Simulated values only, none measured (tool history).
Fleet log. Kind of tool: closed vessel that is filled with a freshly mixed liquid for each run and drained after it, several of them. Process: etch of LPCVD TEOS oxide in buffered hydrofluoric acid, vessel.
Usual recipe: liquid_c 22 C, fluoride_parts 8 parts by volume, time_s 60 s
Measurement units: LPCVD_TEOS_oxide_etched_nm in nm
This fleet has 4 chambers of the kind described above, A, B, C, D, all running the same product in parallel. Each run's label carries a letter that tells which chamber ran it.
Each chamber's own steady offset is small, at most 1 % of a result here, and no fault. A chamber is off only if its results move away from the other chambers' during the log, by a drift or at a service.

| run | hour | liquid_c | fluoride_parts | time_s | hours since the thermometer was replaced | hours since the hydrofluoric acid flow meter was replaced | read-back film thickness of the LPCVD TEOS oxide reference wafer, read on the same gauge (nm) | LPCVD_TEOS_oxide_etched_nm |
|---|---|---|---|---|---|---|---|---|
| 1A | 10.1 | 22 | 8 | 60 | 510.1 | 878.6 | 89.983 | 105.830 |
| 2B | 17.5 | 22 | 8 | 60 | 420.4 | 545.2 | 90.000 | 105.000 |
| 3D | 27.8 | 22 | 8 | 60 | 1444.1 | 1358.6 | 89.997 | 105.290 |
| 4C | 33.8 | 22 | 8 | 60 | 1165.1 | 1008.0 | 90.040 | 105.480 |
| 5C | 44.0 | 22 | 8 | 60 | 1175.3 | 1018.2 | 90.012 | 105.130 |
| 6A | 50.7 | 18 | 8 | 40 | 550.7 | 919.2 | 89.976 | 56.190 |
| 7B | 60.3 | 18 | 8 | 40 | 463.2 | 588.0 | 89.966 | 55.338 |
|  | 63.5 | chamber A: thermometer replaced |
| 8D | 68.3 | 18 | 8 | 40 | 1484.6 | 1399.1 | 90.051 | 56.689 |
| 9C | 76.4 | 18 | 8 | 40 | 1207.7 | 1050.6 | 90.012 | 55.610 |
| 10B | 83.7 | 22 | 8 | 60 | 486.6 | 611.4 | 89.999 | 104.870 |
| 11D | 94.5 | 22 | 8 | 60 | 1510.8 | 1425.3 | 90.007 | 105.470 |
| 12A | 102.9 | 22 | 8 | 60 | 39.5 | 971.4 | 90.000 | 104.990 |
| 13D | 111.6 | 22 | 8 | 60 | 1527.9 | 1442.4 | 90.054 | 106.130 |
| 14B | 119.7 | 22 | 8 | 60 | 522.6 | 647.4 | 89.996 | 104.400 |
| 15A | 128.0 | 22 | 8 | 60 | 64.6 | 996.5 | 90.012 | 105.080 |
| 16C | 137.2 | 22 | 8 | 60 | 1268.5 | 1111.4 | 89.998 | 104.970 |
| 17A | 146.0 | 22 | 8 | 60 | 82.6 | 1014.5 | 90.033 | 105.190 |
| 18B | 154.9 | 22 | 8 | 60 | 557.8 | 682.6 | 89.981 | 103.880 |
| 19D | 161.7 | 22 | 8 | 60 | 1578.0 | 1492.5 | 89.967 | 105.650 |
| 20C | 167.8 | 22 | 8 | 60 | 1299.1 | 1142.0 | 90.057 | 105.360 |
| 21D | 178.5 | 22 | 8 | 60 | 1594.8 | 1509.3 | 89.988 | 106.290 |
| 22B | 187.3 | 22 | 8 | 60 | 590.2 | 715.0 | 89.992 | 104.270 |
| 23A | 192.9 | 22 | 8 | 60 | 129.5 | 1061.4 | 89.986 | 105.430 |
|  | 198.3 | chamber D: thermometer replaced |
| 24C | 202.3 | 22 | 11 | 40 | 1333.6 | 1176.5 | 89.991 | 52.580 |
| 25C | 207.4 | 22 | 11 | 40 | 1338.7 | 1181.6 | 89.963 | 52.696 |
| 26D | 218.3 | 22 | 11 | 40 | 20.0 | 1549.1 | 90.021 | 53.114 |
| 27B | 223.2 | 22 | 11 | 40 | 626.1 | 750.9 | 90.040 | 52.611 |
| 28A | 229.7 | 22 | 9 | 60 | 166.3 | 1098.2 | 89.995 | 92.836 |
| 29A | 240.9 | 22 | 9 | 60 | 177.5 | 1109.4 | 90.033 | 92.780 |
| 30D | 247.0 | 22 | 9 | 60 | 48.7 | 1577.8 | 90.021 | 93.943 |
| 31C | 255.9 | 22 | 9 | 60 | 1387.2 | 1230.1 | 89.990 | 92.592 |
| 32B | 261.5 | 22 | 8 | 60 | 664.4 | 789.2 | 90.008 | 104.620 |
| 33D | 271.5 | 22 | 8 | 60 | 73.2 | 1602.3 | 90.009 | 105.690 |
| 34B | 282.2 | 22 | 8 | 60 | 685.1 | 809.9 | 90.005 | 104.740 |
| 35C | 289.4 | 22 | 8 | 60 | 1420.7 | 1263.6 | 89.995 | 104.390 |
| 36A | 298.5 | 22 | 8 | 60 | 235.1 | 1167.0 | 89.963 | 105.700 |
| 37C | 303.9 | 22 | 8 | 60 | 1435.2 | 1278.1 | 89.997 | 105.430 |
| 38D | 311.3 | 22 | 8 | 60 | 113.0 | 1642.1 | 89.973 | 106.730 |
| 39B | 317.7 | 22 | 8 | 60 | 720.6 | 845.4 | 89.987 | 104.260 |

The same settings go to every chamber for the next run, one line per chamber below. Forecast the results for each:
| 40A | 325.8 | 22 | 8 | 60 |  |  |  | ? |
| 40B | 325.8 | 22 | 8 | 60 |  |  |  | ? |
| 40C | 325.8 | 22 | 8 | 60 |  |  |  | ? |
| 40D | 325.8 | 22 | 8 | 60 |  |  |  | ? |

| run | LPCVD_TEOS_oxide_etched_nm |
|---|---|
| 40A | 106.110 |
| 40B | 104.990 |
| 40C | 105.900 |
| 40D | 105.110 |
